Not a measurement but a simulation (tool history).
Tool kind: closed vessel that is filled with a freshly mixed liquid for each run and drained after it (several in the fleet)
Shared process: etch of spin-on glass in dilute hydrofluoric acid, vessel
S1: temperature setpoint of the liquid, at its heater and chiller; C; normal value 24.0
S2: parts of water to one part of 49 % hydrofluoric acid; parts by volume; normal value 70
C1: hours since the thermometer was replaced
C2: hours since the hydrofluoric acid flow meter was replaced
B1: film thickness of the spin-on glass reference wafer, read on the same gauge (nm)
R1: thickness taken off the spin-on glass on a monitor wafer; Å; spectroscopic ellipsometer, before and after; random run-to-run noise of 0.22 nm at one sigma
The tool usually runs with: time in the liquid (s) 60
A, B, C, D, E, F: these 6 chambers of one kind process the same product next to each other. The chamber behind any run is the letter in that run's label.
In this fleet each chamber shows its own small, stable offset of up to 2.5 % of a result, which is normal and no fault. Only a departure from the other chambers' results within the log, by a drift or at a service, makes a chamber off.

Run 1D, hour 4.7: usual settings; C1 100.1; C2 1392.3; B1 59.969. Result: R1 306.02 Å.
Run 2A, hour 11.6: usual settings; C1 543.2; C2 160.9; B1 59.961. Result: R1 303.70 Å.
Run 3C, hour 15.0: usual settings; C1 1238.7; C2 268.4; B1 59.965. Result: R1 304.87 Å.
Run 4E, hour 19.4: usual settings; C1 2016.5; C2 555.9; B1 60.021. Result: R1 316.07 Å.
Run 5B, hour 24.8: usual settings; C1 1208.8; C2 629.2; B1 59.986. Result: R1 306.08 Å.
Run 6F, hour 29.4: usual settings; C1 1408.5; C2 48.0; B1 60.027. Result: R1 307.37 Å.
Run 7F, hour 35.7: usual settings but S1 27.0 C, S2 105 parts by volume; C1 1414.8; C2 54.3; B1 60.009. Result: R1 221.29 Å.
Run 8B, hour 41.1: usual settings but S1 27.0 C, S2 105 parts by volume; C1 1225.1; C2 645.5; B1 59.975. Result: R1 219.88 Å.
Run 9C, hour 46.2: usual settings but S1 27.0 C, S2 105 parts by volume; C1 1269.9; C2 299.6; B1 60.051. Result: R1 220.96 Å.
Run 10A, hour 50.7: usual settings but S1 27.0 C, S2 105 parts by volume; C1 582.3; C2 200.0; B1 59.988. Result: R1 218.60 Å.
Run 11E, hour 54.4: usual settings but S1 27.0 C, S2 105 parts by volume; C1 2051.5; C2 590.9; B1 60.003. Result: R1 227.55 Å.
Run 12D, hour 60.4: usual settings but S1 27.0 C, S2 105 parts by volume; C1 155.8; C2 1448.0; B1 59.983. Result: R1 218.85 Å.
Run 13D, hour 66.3: usual settings; C1 161.7; C2 1453.9; B1 60.008. Result: R1 308.90 Å.
Run 14C, hour 69.7: usual settings; C1 1293.4; C2 323.1; B1 60.028. Result: R1 306.39 Å.
Run 15B, hour 74.6: usual settings but S1 27.0 C, time in the liquid (s) 85; C1 1258.6; C2 679.0; B1 60.033. Result: R1 499.39 Å.
Run 16F, hour 80.7: usual settings but S1 27.0 C, time in the liquid (s) 85; C1 1459.8; C2 99.3; B1 60.005. Result: R1 489.81 Å.
Run 17E, hour 86.4: usual settings but S1 27.0 C, time in the liquid (s) 85; C1 2083.5; C2 622.9; B1 60.048. Result: R1 503.03 Å.
Run 18A, hour 89.8: usual settings but S1 27.0 C, time in the liquid (s) 85; C1 621.4; C2 239.1; B1 59.975. Result: R1 491.63 Å.
Run 19F, hour 96.9: usual settings but S1 27.0 C, time in the liquid (s) 85; C1 1476.0; C2 115.5; B1 59.990. Result: R1 491.56 Å.
Run 20A, hour 102.6: usual settings but S1 27.0 C, time in the liquid (s) 85; C1 634.2; C2 251.9; B1 60.006. Result: R1 487.37 Å.
Run 21D, hour 108.9: usual settings; C1 204.3; C2 1496.5; B1 60.003. Result: R1 312.53 Å.
Run 22B, hour 114.2: usual settings but S1 20.5 C; C1 1298.2; C2 718.6; B1 60.020. Result: R1 267.45 Å.
Run 23E, hour 119.8: usual settings but S1 20.5 C; C1 2116.9; C2 656.3; B1 60.023. Result: R1 272.31 Å.
Run 24C, hour 124.3: usual settings but S1 20.5 C; C1 1348.0; C2 377.7; B1 60.007. Result: R1 270.77 Å.
Run 25F, hour 131.6: usual settings but S1 20.5 C; C1 1510.7; C2 150.2; B1 60.036. Result: R1 267.21 Å.
Run 26D, hour 136.3: usual settings but S1 20.5 C; C1 231.7; C2 1523.9; B1 60.005. Result: R1 264.99 Å.
Run 27A, hour 141.8: usual settings but S1 20.5 C; C1 673.4; C2 291.1; B1 59.987. Result: R1 266.14 Å.
Run 28B, hour 146.0: usual settings; C1 1330.0; C2 750.4; B1 60.021. Result: R1 311.09 Å.
Run 29C, hour 152.6: usual settings; C1 1376.3; C2 406.0; B1 60.050. Result: R1 314.47 Å.
Run 30E, hour 159.6: usual settings; C1 2156.7; C2 696.1; B1 60.016. Result: R1 318.34 Å.
Run 31E, hour 164.4: usual settings; C1 2161.5; C2 700.9; B1 59.977. Result: R1 312.82 Å.
Run 32D, hour 168.9: usual settings; C1 264.3; C2 1556.5; B1 60.009. Result: R1 304.32 Å.
Run 33B, hour 176.2: usual settings; C1 1360.2; C2 780.6; B1 60.030. Result: R1 305.59 Å.
Run 34F, hour 179.5: usual settings; C1 1558.6; C2 198.1; B1 60.021. Result: R1 307.11 Å.
Run 35A, hour 183.1: usual settings; C1 714.7; C2 332.4; B1 60.027. Result: R1 306.00 Å.
Run 36C, hour 188.3: usual settings but time in the liquid (s) 90; C1 1412.0; C2 441.7; B1 60.025. Result: R1 487.77 Å.
Run 37E, hour 191.7: usual settings but time in the liquid (s) 90; C1 2188.8; C2 728.2; B1 60.015. Result: R1 476.61 Å.
Run 38A, hour 197.4: usual settings but time in the liquid (s) 90; C1 729.0; C2 346.7; B1 60.026. Result: R1 460.43 Å.
Run 39C, hour 204.8: usual settings but time in the liquid (s) 90; C1 1428.5; C2 458.2; B1 59.975. Result: R1 494.38 Å.
Run 40B, hour 209.2: usual settings but time in the liquid (s) 90; C1 1393.2; C2 813.6; B1 60.036. Result: R1 464.51 Å.
Run 41F, hour 213.5: usual settings but time in the liquid (s) 90; C1 1592.6; C2 232.1; B1 59.996. Result: R1 465.39 Å.
Run 42D, hour 220.1: usual settings; C1 315.5; C2 1607.7; B1 59.963. Result: R1 308.81 Å.

Which is it: a chamber that has drifted or been left off by a service, a gauge drift common to all chambers, or only each chamber's usual small offset? If a chamber is off, name it and its likeliest cause.

Chamber C drifts away from the others.
Most likely cause: hydrofluoric acid flow above the setpoint (%) = 6.94.
The log might look much the same if the cause were instead: liquid hotter than its thermometer reads (K).

Chamber C could run next with any of the 4 candidate recipes listed below; each alters the usual settings, and their results appear as question marks. Which one brings its results back in line with what the other chambers deliver on the usual settings?
In line means no further than this from the other chambers' mean on the usual settings: R1 7.60 Å
Run 43C-1, hour 225.4: usual settings but S1 24.5 C. Result: R1 ?.
Run 43C-2, hour 225.4: usual settings but S2 75 parts by volume. Result: R1 ?.
Run 43C-3, hour 225.4: usual settings but S1 25.5 C. Result: R1 ?.
Run 43C-4, hour 225.4: usual settings but S1 23.5 C. Result: R1 ?.

Mean of the other chambers on the usual settings: R1 308.90 Å
  run      R1
43C-1  336.32
43C-2  305.61
43C-3  350.02
43C-4  323.18
43C-2 is the one that brings the chamber's results back in line with the other chambers.
